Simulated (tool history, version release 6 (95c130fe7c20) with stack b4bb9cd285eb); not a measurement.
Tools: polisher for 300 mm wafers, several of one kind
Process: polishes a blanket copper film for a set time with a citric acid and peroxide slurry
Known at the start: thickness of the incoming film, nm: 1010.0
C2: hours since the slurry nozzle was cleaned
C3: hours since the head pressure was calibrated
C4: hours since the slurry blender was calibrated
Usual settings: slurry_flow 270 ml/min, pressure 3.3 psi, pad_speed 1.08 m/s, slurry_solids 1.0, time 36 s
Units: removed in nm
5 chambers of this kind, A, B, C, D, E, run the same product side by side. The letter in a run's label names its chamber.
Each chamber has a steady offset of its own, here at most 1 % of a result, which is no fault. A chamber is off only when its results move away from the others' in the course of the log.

Run 1A, hour 7.4: usual settings; wafers polished on this pad 307; C2 60.0; C3 84.0; C4 74.2. Result: removed 91.653 nm.
At hour 11.9: chamber D: worn pad replaced by a new one.
Run 2D, hour 14.8: usual settings; wafers polished on this pad 33; C2 236.0; C3 858.0; C4 123.0. Result: removed 91.852 nm.
Run 3B, hour 19.8: usual settings; wafers polished on this pad 921; C2 388.4; C3 30.0; C4 115.6. Result: removed 92.541 nm.
At hour 24.9: chamber A: worn pad replaced by a new one.
At hour 27.2: chamber E: worn pad replaced by a new one.
Run 4C, hour 27.9: usual settings; wafers polished on this pad 474; C2 211.8; C3 355.7; C4 182.2. Result: removed 94.207 nm.
Run 5E, hour 32.8: usual settings but time 27 s; wafers polished on this pad 65; C2 319.4; C3 243.2; C4 174.6. Result: removed 70.756 nm.
At hour 34.6: chamber B: worn pad replaced by a new one.
Run 6E, hour 40.5: usual settings but time 27 s; wafers polished on this pad 153; C2 327.1; C3 250.9; C4 182.3. Result: removed 69.281 nm.
At hour 44.8: chamber D: slurry nozzle cleaned.
Run 7C, hour 44.8: usual settings but time 27 s; wafers polished on this pad 669; C2 228.7; C3 372.6; C4 199.1. Result: removed 67.528 nm.
At hour 45.1: chamber B: slurry nozzle cleaned.
Run 8D, hour 52.9: usual settings but time 27 s; wafers polished on this pad 473; C2 8.1; C3 896.1; C4 161.1. Result: removed 69.247 nm.
Run 9A, hour 60.7: usual settings but time 27 s; wafers polished on this pad 414; C2 113.3; C3 137.3; C4 127.5. Result: removed 69.866 nm.
At hour 62.2: chamber A: slurry blender recalibrated.
Run 10B, hour 65.0: usual settings; wafers polished on this pad 351; C2 19.9; C3 75.2; C4 160.8. Result: removed 91.623 nm.
At hour 71.1: chamber A: worn pad replaced by a new one.
Run 11A, hour 71.8: usual settings; wafers polished on this pad 9; C2 124.4; C3 148.4; C4 9.7. Result: removed 95.009 nm.
At hour 74.7: chamber C: worn pad replaced by a new one.
Run 12E, hour 77.2: usual settings but time 45 s; wafers polished on this pad 578; C2 363.8; C3 287.6; C4 219.0. Result: removed 116.400 nm.
At hour 78.7: chamber E: worn pad replaced by a new one.
Run 13D, hour 86.0: usual settings but time 45 s; wafers polished on this pad 856; C2 41.2; C3 929.2; C4 194.2. Result: removed 116.310 nm.
Run 14B, hour 94.2: usual settings but time 45 s; wafers polished on this pad 689; C2 49.1; C3 104.4; C4 190.0. Result: removed 115.800 nm.
Run 15C, hour 99.9: usual settings but time 45 s; wafers polished on this pad 291; C2 283.8; C3 427.7; C4 254.2. Result: removed 112.700 nm.
Run 16B, hour 108.9: usual settings but time 45 s; wafers polished on this pad 858; C2 63.8; C3 119.1; C4 204.7. Result: removed 116.050 nm.
Run 17E, hour 113.9: usual settings; wafers polished on this pad 407; C2 400.5; C3 324.3; C4 255.7. Result: removed 90.788 nm.
Run 18C, hour 118.5: usual settings; wafers polished on this pad 506; C2 302.4; C3 446.3; C4 272.8. Result: removed 93.412 nm.
At hour 121.6: chamber D: head pressure recalibrated.
At hour 121.6: chamber E: worn pad replaced by a new one.
At hour 125.5: chamber A: worn pad replaced by a new one.
Run 19D, hour 126.7: usual settings but pressure 2.6 psi, slurry_solids 1.1; wafers polished on this pad 1326; C2 81.9; C3 5.2; C4 234.9. Result: removed 81.619 nm.
At hour 127.9: chamber E: slurry nozzle cleaned.
At hour 128.1: chamber B: worn pad replaced by a new one.
Run 20A, hour 131.5: usual settings but pressure 2.6 psi, slurry_solids 1.1; wafers polished on this pad 69; C2 184.1; C3 208.1; C4 69.4. Result: removed 74.686 nm.
Run 21E, hour 139.7: usual settings but pressure 2.6 psi, slurry_solids 1.1; wafers polished on this pad 210; C2 11.8; C3 350.1; C4 281.5. Result: removed 74.628 nm.
Run 22D, hour 144.1: usual settings but pressure 2.6 psi, slurry_solids 1.1; wafers polished on this pad 1527; C2 99.3; C3 22.6; C4 252.3. Result: removed 82.596 nm.
At hour 144.5: chamber D: worn pad replaced by a new one.
Run 23A, hour 153.0: usual settings but pressure 2.6 psi, slurry_solids 1.1; wafers polished on this pad 318; C2 205.6; C3 229.6; C4 90.9. Result: removed 73.445 nm.
Run 24C, hour 158.8: usual settings; wafers polished on this pad 971; C2 342.7; C3 486.6; C4 313.1. Result: removed 89.999 nm.
Run 25B, hour 167.3: usual settings; wafers polished on this pad 453; C2 122.2; C3 177.5; C4 263.1. Result: removed 91.539 nm.
At hour 170.3: chamber A: worn pad replaced by a new one.
Run 26C, hour 171.8: usual settings; wafers polished on this pad 1122; C2 355.7; C3 499.6; C4 326.1. Result: removed 92.854 nm.
At hour 175.3: chamber E: worn pad replaced by a new one.
Run 27E, hour 177.9: usual settings; wafers polished on this pad 30; C2 50.0; C3 388.3; C4 319.7. Result: removed 91.678 nm.
Run 28D, hour 185.5: usual settings; wafers polished on this pad 474; C2 140.7; C3 64.0; C4 293.7. Result: removed 100.890 nm.
Run 29A, hour 192.6: usual settings; wafers polished on this pad 258; C2 245.2; C3 269.2; C4 130.5. Result: removed 91.411 nm.
Run 30B, hour 201.0: usual settings; wafers polished on this pad 843; C2 155.9; C3 211.2; C4 296.8. Result: removed 93.547 nm.

Is one chamber off against the others, does the gauge drift, or is nothing wrong? If a chamber is off, say which, and what the likeliest cause is.

A service left chamber D off against the others.
Cause: head's pressure above its setpoint, % = 12.

Here are 4 candidates for chamber D's next run, each the usual settings with a change, their results left as question marks. Which one brings its results back in line with what the others give on the usual settings?
In line means no further than this from the other chambers' mean on the usual settings: removed 4.500 nm
Run 31D-1, hour 207.8: usual settings but slurry_solids 1.1. Result: removed ?.
Run 31D-2, hour 207.8: usual settings but slurry_solids 0.9. Result: removed ?.
Run 31D-3, hour 207.8: usual settings but time 32 s. Result: removed ?.
Run 31D-4, hour 207.8: usual settings but time 40 s. Result: removed ?.

The other chambers' mean on the usual settings: removed 92.009 nm
  run  removed
31D-1  104.800
31D-2  100.460
31D-3   91.292
31D-4  114.110
31D-3 brings the chamber back in line.

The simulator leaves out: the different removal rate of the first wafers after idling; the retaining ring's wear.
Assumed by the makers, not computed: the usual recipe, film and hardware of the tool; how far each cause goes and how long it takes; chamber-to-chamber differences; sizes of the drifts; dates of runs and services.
